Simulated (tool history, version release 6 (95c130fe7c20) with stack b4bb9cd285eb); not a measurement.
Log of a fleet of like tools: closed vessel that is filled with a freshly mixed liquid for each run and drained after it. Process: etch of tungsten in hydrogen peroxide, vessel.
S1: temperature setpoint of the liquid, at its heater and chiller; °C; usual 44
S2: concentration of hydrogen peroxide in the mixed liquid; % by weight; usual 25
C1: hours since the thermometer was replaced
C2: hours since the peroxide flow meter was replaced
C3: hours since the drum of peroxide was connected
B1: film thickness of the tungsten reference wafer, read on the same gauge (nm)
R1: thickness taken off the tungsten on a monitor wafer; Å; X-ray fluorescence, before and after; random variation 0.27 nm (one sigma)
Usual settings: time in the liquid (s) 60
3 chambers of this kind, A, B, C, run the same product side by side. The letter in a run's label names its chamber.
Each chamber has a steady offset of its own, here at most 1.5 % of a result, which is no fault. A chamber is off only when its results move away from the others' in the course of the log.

run 1C hour=3.7 | S1=44 S2=25 time_in_the_liquid_(s)=60 | C1=1342.1 C2=262.4 C3=1321.2 | B1=150.04 | R1=752.44
run 2A hour=7 | S1=44 S2=25 time_in_the_liquid_(s)=60 | C1=516.5 C2=804.2 C3=359 | B1=150 | R1=762.45
run 3B hour=11 | S1=44 S2=25 time_in_the_liquid_(s)=60 | C1=480.6 C2=1104.7 C3=209.2 | B1=150.02 | R1=756.42
run 4C hour=15.3 | S1=44 S2=25 time_in_the_liquid_(s)=60 | C1=1353.7 C2=274 C3=1332.8 | B1=150 | R1=751.46
run 5B hour=19.9 | S1=44 S2=25 time_in_the_liquid_(s)=60 | C1=489.5 C2=1113.6 C3=218.1 | B1=149.97 | R1=754.81
run 6A hour=22.8 | S1=44 S2=25 time_in_the_liquid_(s)=60 | C1=532.3 C2=820 C3=374.8 | B1=149.98 | R1=766.02
run 7C hour=25.7 | S1=38.5 S2=30 time_in_the_liquid_(s)=60 | C1=1364.1 C2=284.4 C3=1343.2 | B1=149.98 | R1=578.96
run 8A hour=28.6 | S1=38.5 S2=30 time_in_the_liquid_(s)=60 | C1=538.1 C2=825.8 C3=380.6 | B1=150 | R1=584.51
run 9B hour=30.9 | S1=38.5 S2=30 time_in_the_liquid_(s)=60 | C1=500.5 C2=1124.6 C3=229.1 | B1=149.98 | R1=580.54
run 10B hour=34.7 | S1=44 S2=25 time_in_the_liquid_(s)=60 | C1=504.3 C2=1128.4 C3=232.9 | B1=150.01 | R1=753.51
run 11A hour=37.5 | S1=44 S2=25 time_in_the_liquid_(s)=60 | C1=547 C2=834.7 C3=389.5 | B1=150.04 | R1=764.43
run 12C hour=40 | S1=44 S2=25 time_in_the_liquid_(s)=60 | C1=1378.4 C2=298.7 C3=1357.5 | B1=149.99 | R1=753.99
run 13C hour=42.8 | S1=44 S2=25 time_in_the_liquid_(s)=35 | C1=1381.2 C2=301.5 C3=1360.3 | B1=150.03 | R1=439.46
run 14B hour=47.2 | S1=44 S2=25 time_in_the_liquid_(s)=35 | C1=516.8 C2=1140.9 C3=245.4 | B1=149.99 | R1=438.04
run 15A hour=51.5 | S1=44 S2=25 time_in_the_liquid_(s)=35 | C1=561 C2=848.7 C3=403.5 | B1=150 | R1=451.9
run 16C hour=55.4 | S1=44 S2=25 time_in_the_liquid_(s)=60 | C1=1393.8 C2=314.1 C3=1372.9 | B1=149.99 | R1=748.41
run 17A hour=59.4 | S1=44 S2=25 time_in_the_liquid_(s)=60 | C1=568.9 C2=856.6 C3=411.4 | B1=150.01 | R1=774.97
run 18B hour=62.2 | S1=44 S2=25 time_in_the_liquid_(s)=60 | C1=531.8 C2=1155.9 C3=260.4 | B1=150.02 | R1=748.91
run 19C hour=65.8 | S1=38.5 S2=25 time_in_the_liquid_(s)=40 | C1=1404.2 C2=324.5 C3=1383.3 | B1=150.01 | R1=355.19
run 20B hour=69.4 | S1=38.5 S2=25 time_in_the_liquid_(s)=40 | C1=539 C2=1163.1 C3=267.6 | B1=149.97 | R1=349.14
run 21A hour=73.1 | S1=38.5 S2=25 time_in_the_liquid_(s)=40 | C1=582.6 C2=870.3 C3=425.1 | B1=149.99 | R1=365.15
run 22A hour=75.2 | S1=50.5 S2=25 time_in_the_liquid_(s)=90 | C1=584.7 C2=872.4 C3=427.2 | B1=150.03 | R1=1745.8
-- hour=76.5 chamber C: new drum of peroxide connected
run 23B hour=79.7 | S1=50.5 S2=25 time_in_the_liquid_(s)=90 | C1=549.3 C2=1173.4 C3=277.9 | B1=150 | R1=1690.7
run 24C hour=82.9 | S1=50.5 S2=25 time_in_the_liquid_(s)=90 | C1=1421.3 C2=341.6 C3=6.5 | B1=150.01 | R1=1685.7
run 25A hour=87.5 | S1=44 S2=25 time_in_the_liquid_(s)=60 | C1=597 C2=884.7 C3=439.5 | B1=150.01 | R1=782.57
run 26B hour=90.6 | S1=37 S2=25 time_in_the_liquid_(s)=60 | C1=560.2 C2=1184.3 C3=288.8 | B1=149.99 | R1=480.63

What goes on in this fleet: one chamber off, a drifting gauge, or nothing beyond the chambers' own small offsets? Name the chamber and the cause, if any.

Chamber A drifts away from the others.
Cause: peroxide flow above the setpoint (%) = 5.58.
The log may not tell that from: liquid hotter than its thermometer reads (K).

Here are 4 candidates for chamber A's next run, each the usual settings with a change, their results left as question marks. Which one brings its results back in line with what the others give on the usual settings?
In line means no further than this from the other chambers' mean on the usual settings: R1 9.3 Å
run 27A-1 hour=94.1 | S1=44 S2=23 time_in_the_liquid_(s)=60 | R1=?
run 27A-2 hour=94.1 | S1=44 S2=22 time_in_the_liquid_(s)=60 | R1=?
run 27A-3 hour=94.1 | S1=44 S2=28.5 time_in_the_liquid_(s)=60 | R1=?
run 27A-4 hour=94.1 | S1=44 S2=27 time_in_the_liquid_(s)=60 | R1=?

The other chambers' mean on the usual settings: R1 752.34 Å
run=27A-1 R1=749.75
run=27A-2 R1=733.55
run=27A-3 R1=833.29
run=27A-4 R1=811.36
27A-1 brings the chamber back in line.
